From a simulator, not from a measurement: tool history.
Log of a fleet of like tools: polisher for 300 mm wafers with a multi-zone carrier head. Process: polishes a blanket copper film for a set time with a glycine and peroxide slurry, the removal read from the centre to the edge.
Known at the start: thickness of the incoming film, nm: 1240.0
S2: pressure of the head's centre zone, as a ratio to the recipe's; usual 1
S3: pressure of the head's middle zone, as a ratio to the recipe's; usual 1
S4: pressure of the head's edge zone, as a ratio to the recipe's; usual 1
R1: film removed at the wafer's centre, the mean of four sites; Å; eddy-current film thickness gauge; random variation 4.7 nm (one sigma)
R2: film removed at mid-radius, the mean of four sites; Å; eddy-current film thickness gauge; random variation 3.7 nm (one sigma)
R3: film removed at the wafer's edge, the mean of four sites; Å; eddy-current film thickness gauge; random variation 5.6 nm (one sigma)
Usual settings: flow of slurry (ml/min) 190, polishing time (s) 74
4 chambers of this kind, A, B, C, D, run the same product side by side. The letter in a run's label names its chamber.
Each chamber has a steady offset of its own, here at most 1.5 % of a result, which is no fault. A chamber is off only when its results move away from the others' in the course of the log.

At hour 3.4: chamber B: worn pad replaced by a new one.
Run 1D, hour 9.5: usual settings. Result: R1 4200.5 Å, R2 4176.4 Å, R3 4280.5 Å.
Run 2B, hour 18.1: usual settings. Result: R1 4233 Å, R2 4194.6 Å, R3 4197.4 Å.
Run 3A, hour 25.2: usual settings. Result: R1 4138.1 Å, R2 4205.4 Å, R3 4306.1 Å.
At hour 29.2: chamber D: worn pad replaced by a new one.
Run 4C, hour 30: usual settings. Result: R1 4287.9 Å, R2 4244.6 Å, R3 4236 Å.
Run 5B, hour 39.3: usual settings. Result: R1 4260.1 Å, R2 4189.3 Å, R3 4306.2 Å.
Run 6A, hour 47.6: usual settings. Result: R1 4229.1 Å, R2 4223.1 Å, R3 4336.6 Å.
Run 7C, hour 54.1: usual settings. Result: R1 4129.2 Å, R2 4265.5 Å, R3 4358.5 Å.
Run 8D, hour 61.7: usual settings but S4 0.89, polishing time (s) 60. Result: R1 3492.3 Å, R2 3391.7 Å, R3 3259.8 Å.
At hour 69.4: chamber C: edge zone pressure recalibrated.
Run 9D, hour 70.3: usual settings but S4 0.89, polishing time (s) 60. Result: R1 3477.3 Å, R2 3359.2 Å, R3 3260.6 Å.
Run 10B, hour 77.6: usual settings but S4 0.89, polishing time (s) 60. Result: R1 3486.3 Å, R2 3433 Å, R3 3142.4 Å.
At hour 82.7: chamber B: worn pad replaced by a new one.
Run 11A, hour 85.8: usual settings but S4 0.89, polishing time (s) 60. Result: R1 3258.8 Å, R2 3395.8 Å, R3 3185.8 Å.
Run 12C, hour 91.7: usual settings. Result: R1 4157.4 Å, R2 4247.1 Å, R3 4226.3 Å.
At hour 97.5: chamber D: worn pad replaced by a new one.
Run 13B, hour 98.1: usual settings. Result: R1 4230.5 Å, R2 4234.3 Å, R3 4282.9 Å.
Run 14A, hour 107.6: usual settings. Result: R1 4097.4 Å, R2 4148.1 Å, R3 4126.2 Å.
Run 15D, hour 112.3: usual settings. Result: R1 4291.4 Å, R2 4173.8 Å, R3 4265.8 Å.
Run 16C, hour 119.2: usual settings. Result: R1 4216.2 Å, R2 4254.6 Å, R3 4277.9 Å.
At hour 124.4: chamber C: worn pad replaced by a new one.
Run 17B, hour 129.2: usual settings. Result: R1 4196.7 Å, R2 4155.5 Å, R3 4250.5 Å.
Run 18C, hour 139.1: usual settings but S3 1.1, S4 0.93. Result: R1 4269.8 Å, R2 4635 Å, R3 4201.2 Å.
Run 19D, hour 149: usual settings but S3 1.1, S4 0.93. Result: R1 4227.2 Å, R2 4575 Å, R3 4087.1 Å.
Run 20A, hour 154.6: usual settings but S3 1.1, S4 0.93. Result: R1 4001.4 Å, R2 4384.9 Å, R3 3946.9 Å.
Run 21D, hour 163.5: usual settings but S3 1.1, S4 0.93. Result: R1 4313.3 Å, R2 4594.1 Å, R3 4111.6 Å.
At hour 169.4: chamber B: worn pad replaced by a new one.
Run 22B, hour 173.5: usual settings but S2 1.07. Result: R1 4624.8 Å, R2 4209.8 Å, R3 4239.6 Å.
At hour 176.5: chamber A: edge zone pressure recalibrated.
Run 23C, hour 178.2: usual settings but S2 1.07. Result: R1 4607.5 Å, R2 4291 Å, R3 4268.5 Å.
At hour 180.9: chamber D: worn pad replaced by a new one.
Run 24A, hour 185.6: usual settings but S2 1.07. Result: R1 4333.4 Å, R2 3997.6 Å, R3 3888.7 Å.
Run 25A, hour 191.9: usual settings but S2 1.07. Result: R1 4235.5 Å, R2 4001.3 Å, R3 3989.4 Å.
Run 26D, hour 196.5: usual settings. Result: R1 4184.2 Å, R2 4198.5 Å, R3 4146.8 Å.
Run 27B, hour 206.5: usual settings. Result: R1 4186.2 Å, R2 4239.3 Å, R3 4257.5 Å.
Run 28C, hour 212.4: usual settings. Result: R1 4238.9 Å, R2 4177.4 Å, R3 4232.7 Å.
Run 29D, hour 220.2: usual settings but S4 1.1. Result: R1 4302.6 Å, R2 4204.6 Å, R3 4522 Å.
Run 30C, hour 227.6: usual settings but S4 1.1. Result: R1 4236.2 Å, R2 4294.4 Å, R3 4524 Å.
Run 31A, hour 232.8: usual settings but S4 1.1. Result: R1 3963.3 Å, R2 3969.9 Å, R3 4082.3 Å.
At hour 237.1: chamber C: worn pad replaced by a new one.
At hour 240.7: chamber A: centre zone pressure recalibrated.
Run 32B, hour 241.8: usual settings but S4 1.1. Result: R1 4251.3 Å, R2 4250.9 Å, R3 4550.5 Å.
At hour 248.1: chamber B: edge zone pressure recalibrated.
Run 33D, hour 252: usual settings. Result: R1 4304 Å, R2 4219.1 Å, R3 4225.8 Å.
At hour 257.4: chamber D: worn pad replaced by a new one.
Run 34C, hour 258.6: usual settings. Result: R1 4311.2 Å, R2 4241.2 Å, R3 4207.7 Å.
At hour 259.3: chamber B: worn pad replaced by a new one.
Run 35A, hour 264.7: usual settings. Result: R1 3874.3 Å, R2 3840.6 Å, R3 3931 Å.
Run 36B, hour 273.1: usual settings but S2 0.92, S4 0.95. Result: R1 3935.2 Å, R2 4269.5 Å, R3 4196.1 Å.
Run 37D, hour 281.1: usual settings but S2 0.92, S4 0.95. Result: R1 3899.4 Å, R2 4193.7 Å, R3 4203.3 Å.
Run 38A, hour 290.9: usual settings but S2 0.92, S4 0.95. Result: R1 3497.5 Å, R2 3856.3 Å, R3 3593.1 Å.
Run 39C, hour 297.7: usual settings but S2 0.92, S4 0.95. Result: R1 3834.2 Å, R2 4199.7 Å, R3 4154 Å.
Run 40B, hour 302.7: usual settings. Result: R1 4241.8 Å, R2 4248.7 Å, R3 4200.4 Å.
Run 41D, hour 309.9: usual settings but S2 1.11, S4 1.12. Result: R1 4701.8 Å, R2 4188.2 Å, R3 4489.3 Å.
Run 42B, hour 314.7: usual settings but S2 1.11, S4 1.12. Result: R1 4839.1 Å, R2 4232.4 Å, R3 4464.7 Å.
Run 43A, hour 323.7: usual settings but S2 1.11, S4 1.12. Result: R1 4148.1 Å, R2 3765.4 Å, R3 4004.8 Å.
Run 44C, hour 329.7: usual settings but S2 1.11, S4 1.12. Result: R1 4739.2 Å, R2 4200 Å, R3 4543.6 Å.

What goes on in this fleet: one chamber off, a drifting gauge, or nothing beyond the chambers' own small offsets? Name the chamber and the cause, if any.

Chamber A drifts away from the others.
Cause: removal rate lost through wear of the pad, % = 11.3.

Here are 4 candidates for chamber A's next run, each the usual settings with a change, their results left as question marks. Which one brings its results back in line with what the others give on the usual settings?
In line means no further than this from the other chambers' mean on the usual settings: R1 160 Å; R2 130 Å; R3 200 Å
Run 45A-1, hour 337.1: usual settings but flow of slurry (ml/min) 185, S2 0.99, S3 1.01, S4 0.99, polishing time (s) 66. Result: R1 ?, R2 ?, R3 ?.
Run 45A-2, hour 337.1: usual settings but flow of slurry (ml/min) 185, S2 0.98, S3 1.01, S4 0.99, polishing time (s) 57. Result: R1 ?, R2 ?, R3 ?.
Run 45A-3, hour 337.1: usual settings but flow of slurry (ml/min) 195, S2 1.02, S3 0.99, S4 1.01, polishing time (s) 95. Result: R1 ?, R2 ?, R3 ?.
Run 45A-4, hour 337.1: usual settings but flow of slurry (ml/min) 195, S2 1.01, S4 1.01, polishing time (s) 83. Result: R1 ?, R2 ?, R3 ?.

The other chambers' mean on the usual settings: R1 4243 Å; R2 4220.4 Å; R3 4259.7 Å
  run      R1      R2      R3
45A-1  3254.3  3361.1  3351.1
45A-2  2779.8  2902.9  2894.1
45A-3  4882.9  4787.8  4906.4
45A-4  4221.2  4222.4    4286
45A-4 brings the chamber back in line.
